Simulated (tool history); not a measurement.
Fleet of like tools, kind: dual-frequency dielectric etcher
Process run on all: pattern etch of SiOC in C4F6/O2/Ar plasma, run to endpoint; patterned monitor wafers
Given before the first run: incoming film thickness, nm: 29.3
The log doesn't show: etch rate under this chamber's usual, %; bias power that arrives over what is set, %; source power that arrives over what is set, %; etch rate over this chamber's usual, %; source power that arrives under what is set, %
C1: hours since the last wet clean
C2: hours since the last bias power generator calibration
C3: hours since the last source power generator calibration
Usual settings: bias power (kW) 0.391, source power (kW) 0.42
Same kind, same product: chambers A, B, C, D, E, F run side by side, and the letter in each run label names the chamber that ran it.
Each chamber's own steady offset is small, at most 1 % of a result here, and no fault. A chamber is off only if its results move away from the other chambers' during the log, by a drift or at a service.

{"run": "1F", "day": 0.229, "bias power (kW)": 0.391, "source power (kW)": 0.42, "C1": 502.9, "C2": 1066.5, "C3": 3856.4, "endpoint time (s)": 10.433}
{"run": "2C", "day": 0.458, "bias power (kW)": 0.391, "source power (kW)": 0.42, "C1": 406.9, "C2": 1665.9, "C3": 818.1, "endpoint time (s)": 10.679}
{"run": "3E", "day": 0.592, "bias power (kW)": 0.391, "source power (kW)": 0.42, "C1": 310.6, "C2": 2410.3, "C3": 789, "endpoint time (s)": 10.536}
{"run": "4A", "day": 0.808, "bias power (kW)": 0.391, "source power (kW)": 0.42, "C1": 141.6, "C2": 2570, "C3": 528.5, "endpoint time (s)": 10.462}
{"run": "5B", "day": 0.946, "bias power (kW)": 0.391, "source power (kW)": 0.42, "C1": 483.8, "C2": 2005.3, "C3": 3103.3, "endpoint time (s)": 10.516}
{"day": 1.104, "done": "chamber C: wet clean of the chamber"}
{"run": "6D", "day": 1.104, "bias power (kW)": 0.391, "source power (kW)": 0.37, "C1": 58.9, "C2": 1296.3, "C3": 1034, "endpoint time (s)": 11.114}
{"run": "7E", "day": 1.329, "bias power (kW)": 0.391, "source power (kW)": 0.37, "C1": 328.3, "C2": 2428, "C3": 806.7, "endpoint time (s)": 11.116}
{"run": "8F", "day": 1.592, "bias power (kW)": 0.391, "source power (kW)": 0.37, "C1": 535.6, "C2": 1099.2, "C3": 3889.1, "endpoint time (s)": 11.039}
{"run": "9A", "day": 1.854, "bias power (kW)": 0.391, "source power (kW)": 0.37, "C1": 166.7, "C2": 2595.1, "C3": 553.6, "endpoint time (s)": 11.168}
{"run": "10C", "day": 2.004, "bias power (kW)": 0.391, "source power (kW)": 0.37, "C1": 21.7, "C2": 1703, "C3": 855.2, "endpoint time (s)": 11.119}
{"run": "11B", "day": 2.271, "bias power (kW)": 0.391, "source power (kW)": 0.37, "C1": 515.6, "C2": 2037.1, "C3": 3135.1, "endpoint time (s)": 11.092}
{"run": "12D", "day": 2.479, "bias power (kW)": 0.461, "source power (kW)": 0.42, "C1": 91.9, "C2": 1329.3, "C3": 1067, "endpoint time (s)": 9.9764}
{"run": "13E", "day": 2.738, "bias power (kW)": 0.461, "source power (kW)": 0.42, "C1": 362.1, "C2": 2461.8, "C3": 840.5, "endpoint time (s)": 9.9015}
{"run": "14F", "day": 2.942, "bias power (kW)": 0.461, "source power (kW)": 0.42, "C1": 568, "C2": 1131.6, "C3": 3921.5, "endpoint time (s)": 9.8762}
{"run": "15B", "day": 3.108, "bias power (kW)": 0.461, "source power (kW)": 0.42, "C1": 535.7, "C2": 2057.2, "C3": 3155.2, "endpoint time (s)": 9.9939}
{"day": 3.354, "done": "chamber F: wet clean of the chamber"}
{"run": "16D", "day": 3.362, "bias power (kW)": 0.461, "source power (kW)": 0.42, "C1": 113.1, "C2": 1350.5, "C3": 1088.2, "endpoint time (s)": 10.079}
{"run": "17C", "day": 3.6, "bias power (kW)": 0.461, "source power (kW)": 0.42, "C1": 60, "C2": 1741.3, "C3": 893.5, "endpoint time (s)": 9.9925}
{"day": 3.696, "done": "chamber B: wet clean of the chamber"}
{"run": "18A", "day": 3.738, "bias power (kW)": 0.391, "source power (kW)": 0.42, "C1": 211.9, "C2": 2640.3, "C3": 598.8, "endpoint time (s)": 10.594}
{"run": "19E", "day": 3.954, "bias power (kW)": 0.391, "source power (kW)": 0.47, "C1": 391.3, "C2": 2491, "C3": 869.7, "endpoint time (s)": 10.11}
{"run": "20B", "day": 4.192, "bias power (kW)": 0.391, "source power (kW)": 0.47, "C1": 12, "C2": 2083.2, "C3": 3181.2, "endpoint time (s)": 10.088}
{"run": "21C", "day": 4.4, "bias power (kW)": 0.391, "source power (kW)": 0.47, "C1": 79.2, "C2": 1760.5, "C3": 912.7, "endpoint time (s)": 10.204}
{"run": "22F", "day": 4.65, "bias power (kW)": 0.391, "source power (kW)": 0.47, "C1": 31.1, "C2": 1172.6, "C3": 3962.5, "endpoint time (s)": 10.037}
{"run": "23D", "day": 4.767, "bias power (kW)": 0.391, "source power (kW)": 0.47, "C1": 146.8, "C2": 1384.2, "C3": 1121.9, "endpoint time (s)": 10.137}
{"run": "24A", "day": 4.904, "bias power (kW)": 0.391, "source power (kW)": 0.47, "C1": 239.9, "C2": 2668.3, "C3": 626.8, "endpoint time (s)": 10.174}
{"run": "25C", "day": 5.079, "bias power (kW)": 0.391, "source power (kW)": 0.42, "C1": 95.5, "C2": 1776.8, "C3": 929, "endpoint time (s)": 10.595}
{"run": "26A", "day": 5.25, "bias power (kW)": 0.391, "source power (kW)": 0.42, "C1": 248.2, "C2": 2676.6, "C3": 635.1, "endpoint time (s)": 10.554}
{"run": "27B", "day": 5.45, "bias power (kW)": 0.391, "source power (kW)": 0.42, "C1": 42.2, "C2": 2113.4, "C3": 3211.4, "endpoint time (s)": 10.54}
{"run": "28E", "day": 5.604, "bias power (kW)": 0.467, "source power (kW)": 0.38, "C1": 430.9, "C2": 2530.6, "C3": 909.3, "endpoint time (s)": 10.261}
{"run": "29F", "day": 5.858, "bias power (kW)": 0.467, "source power (kW)": 0.38, "C1": 60.1, "C2": 1201.6, "C3": 3991.5, "endpoint time (s)": 10.137}
{"run": "30D", "day": 6.05, "bias power (kW)": 0.467, "source power (kW)": 0.38, "C1": 177.6, "C2": 1415, "C3": 1152.7, "endpoint time (s)": 10.263}
{"run": "31D", "day": 6.296, "bias power (kW)": 0.467, "source power (kW)": 0.38, "C1": 183.5, "C2": 1420.9, "C3": 1158.6, "endpoint time (s)": 10.317}
{"run": "32F", "day": 6.433, "bias power (kW)": 0.467, "source power (kW)": 0.38, "C1": 73.9, "C2": 1215.4, "C3": 4005.3, "endpoint time (s)": 10.26}
{"run": "33E", "day": 6.592, "bias power (kW)": 0.467, "source power (kW)": 0.38, "C1": 454.6, "C2": 2554.3, "C3": 933, "endpoint time (s)": 10.223}
{"run": "34C", "day": 6.804, "bias power (kW)": 0.391, "source power (kW)": 0.42, "C1": 136.9, "C2": 1818.2, "C3": 970.4, "endpoint time (s)": 10.568}
{"run": "35B", "day": 6.996, "bias power (kW)": 0.391, "source power (kW)": 0.42, "C1": 79.3, "C2": 2150.5, "C3": 3248.5, "endpoint time (s)": 10.59}
{"run": "36A", "day": 7.25, "bias power (kW)": 0.391, "source power (kW)": 0.42, "C1": 296.2, "C2": 2724.6, "C3": 683.1, "endpoint time (s)": 10.623}
{"run": "37C", "day": 7.512, "bias power (kW)": 0.33, "source power (kW)": 0.37, "C1": 153.9, "C2": 1835.2, "C3": 987.4, "endpoint time (s)": 11.763}
{"run": "38D", "day": 7.688, "bias power (kW)": 0.33, "source power (kW)": 0.37, "C1": 216.9, "C2": 1454.3, "C3": 1192, "endpoint time (s)": 11.713}

Read the log: is a single chamber off, either drifting away or since a service, is the gauge that measures every chamber drifting, or is nothing wrong beyond small per-chamber offsets? Name any odd chamber and what most likely caused it.

No chamber is off and the gauge is stable; the differences are just each chamber's small, constant offset.
